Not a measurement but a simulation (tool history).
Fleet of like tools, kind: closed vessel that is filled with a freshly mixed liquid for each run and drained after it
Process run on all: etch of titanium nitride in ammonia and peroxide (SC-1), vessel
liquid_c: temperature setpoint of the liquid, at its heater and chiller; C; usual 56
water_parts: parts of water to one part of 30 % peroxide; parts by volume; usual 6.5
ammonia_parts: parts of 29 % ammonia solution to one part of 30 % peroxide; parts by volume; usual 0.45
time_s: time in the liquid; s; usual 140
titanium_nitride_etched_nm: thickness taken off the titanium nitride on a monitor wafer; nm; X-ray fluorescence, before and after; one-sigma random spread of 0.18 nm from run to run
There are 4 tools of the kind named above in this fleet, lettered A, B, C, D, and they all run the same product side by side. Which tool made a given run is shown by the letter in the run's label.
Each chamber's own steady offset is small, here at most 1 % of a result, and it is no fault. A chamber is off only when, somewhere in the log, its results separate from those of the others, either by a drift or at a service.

run,hour,liquid_c,water_parts,ammonia_parts,time_s,hours since the thermometer was replaced,hours since the ammonia flow meter was replaced,hours since the drum of ammonia solution was connected,"read-back film thickness of the titanium nitride reference wafer, read on the same gauge (nm)",titanium_nitride_etched_nm
1C,7.4,56,6.5,0.45,140,1627.5,1398.7,198.9,139.99,25.149
2A,13.8,56,6.5,0.45,140,1601.4,125.7,174.1,140.03,24.949
3B,22.5,56,6.5,0.45,140,855.5,71.2,335,140.02,24.938
4D,28.1,56,6.5,0.45,140,821.8,856.8,255.8,139.97,24.769
# hour 33: chamber A: new drum of ammonia solution connected
5C,36.1,56,6.5,0.45,140,1656.2,1427.4,227.6,139.98,25.132
6B,40.7,56,6.5,0.45,140,873.7,89.4,353.2,140.01,25.205
7D,45.1,56,6.5,0.45,140,838.8,873.8,272.8,139.99,24.819
8A,50.4,56,6.5,0.45,140,1638,162.3,17.4,139.98,25.336
9D,60.3,56,6.5,0.45,140,854,889,288,140.01,24.803
10C,64.9,56,6.5,0.45,140,1685,1456.2,256.4,140.01,25.23
11B,74.5,56,6.5,0.45,140,907.5,123.2,387,140.01,25.015
12A,82.7,56,6.5,0.45,140,1670.3,194.6,49.7,140.06,25.266
13D,89.3,56,6.5,0.45,140,883,918,317,139.96,24.486
14A,95.7,47.5,6.5,0.45,210,1683.3,207.6,62.7,140,20.758
15B,100.5,47.5,6.5,0.45,210,933.5,149.2,413,139.98,20.385
16C,106.3,47.5,6.5,0.45,210,1726.4,1497.6,297.8,139.97,20.749
17C,112.7,47.5,6.5,0.45,210,1732.8,1504,304.2,139.99,20.563
18B,118.1,56,6.5,0.45,140,951.1,166.8,430.6,139.99,24.886
19D,122.7,56,6.5,0.45,140,916.4,951.4,350.4,140.04,24.463
20A,127.9,56,6.5,0.45,140,1715.5,239.8,94.9,139.98,25.075
21A,133.1,56,6.5,0.45,140,1720.7,245,100.1,140.02,25.245
22C,139,56,6.5,0.45,140,1759.1,1530.3,330.5,140.01,24.717
23B,143.5,56,6.5,0.45,140,976.5,192.2,456,139.96,24.686
24D,150.5,56,6.5,0.45,140,944.2,979.2,378.2,140,23.887
25A,159.1,56,6.5,0.45,140,1746.7,271,126.1,140,25.086
26D,165.7,56,6.5,0.45,140,959.4,994.4,393.4,140.02,23.751
27C,172.9,56,6.5,0.45,140,1793,1564.2,364.4,140,24.613
28B,178.6,56,6.5,0.45,140,1011.6,227.3,491.1,140.04,24.961
29B,185.5,56,6.5,0.45,140,1018.5,234.2,498,139.97,24.811
30C,190.7,56,5,0.4,140,1810.8,1582,382.2,140.03,27.833
# hour 196.7: chamber B: new drum of ammonia solution connected
31A,199,56,5,0.4,140,1786.6,310.9,166,139.99,28.14
32D,205.4,56,5,0.4,140,999.1,1034.1,433.1,139.99,26.461
33C,213.4,56,5,0.4,140,1833.5,1604.7,404.9,140.01,27.75
34D,222.3,56,6.5,0.45,140,1016,1051,450,140,23.493
35B,228.7,56,6.5,0.45,140,1061.7,277.4,32,140.02,25.072
36A,236.2,64,6.5,0.55,140,1823.8,348.1,203.2,139.97,43.897
37B,244.6,64,6.5,0.55,140,1077.6,293.3,47.9,140,43.965
38A,250.2,64,6.5,0.55,140,1837.8,362.1,217.2,140.02,43.8
39D,259.8,64,6.5,0.55,140,1053.5,1088.5,487.5,139.98,40.449
# hour 265.1: chamber A: new drum of ammonia solution connected
40C,268.4,56,5,0.45,105,1888.5,1659.7,459.9,140.02,21.028
41A,277.4,56,5,0.45,105,1865,389.3,12.3,140,21.365

Has any chamber moved away from the others, gradually or after a service, or does the common gauge drift, or do the chambers differ only by their own small steady offsets? State the chamber and the most likely cause if one applies.

One chamber, D, drifts off from the rest bit by bit.
Most likely cause: liquid colder than its thermometer reads (K) = 1.11.

Chamber D could run next with any of the 4 candidate recipes listed below; each alters the usual settings, and their results appear as question marks. Which one brings its results back in line with what the other chambers deliver on the usual settings?
Maximum distance from the other chambers' mean on the usual settings for a result to count as in line: titanium_nitride_etched_nm 0.64 nm
42D-1,284.5,56,6.5,0.75,140,,,,,?
42D-2,284.5,57,6.5,0.45,150,,,,,?
42D-3,284.5,55,6.5,0.45,130,,,,,?
42D-4,284.5,56,6.5,0.45,130,,,,,?

The mean the other chambers reach with the usual settings: titanium_nitride_etched_nm 24.968 nm
run,titanium_nitride_etched_nm
42D-1,24.947
42D-2,26.383
42D-3,20
42D-4,21.389
42D-1 puts the chamber back in line with the other chambers.
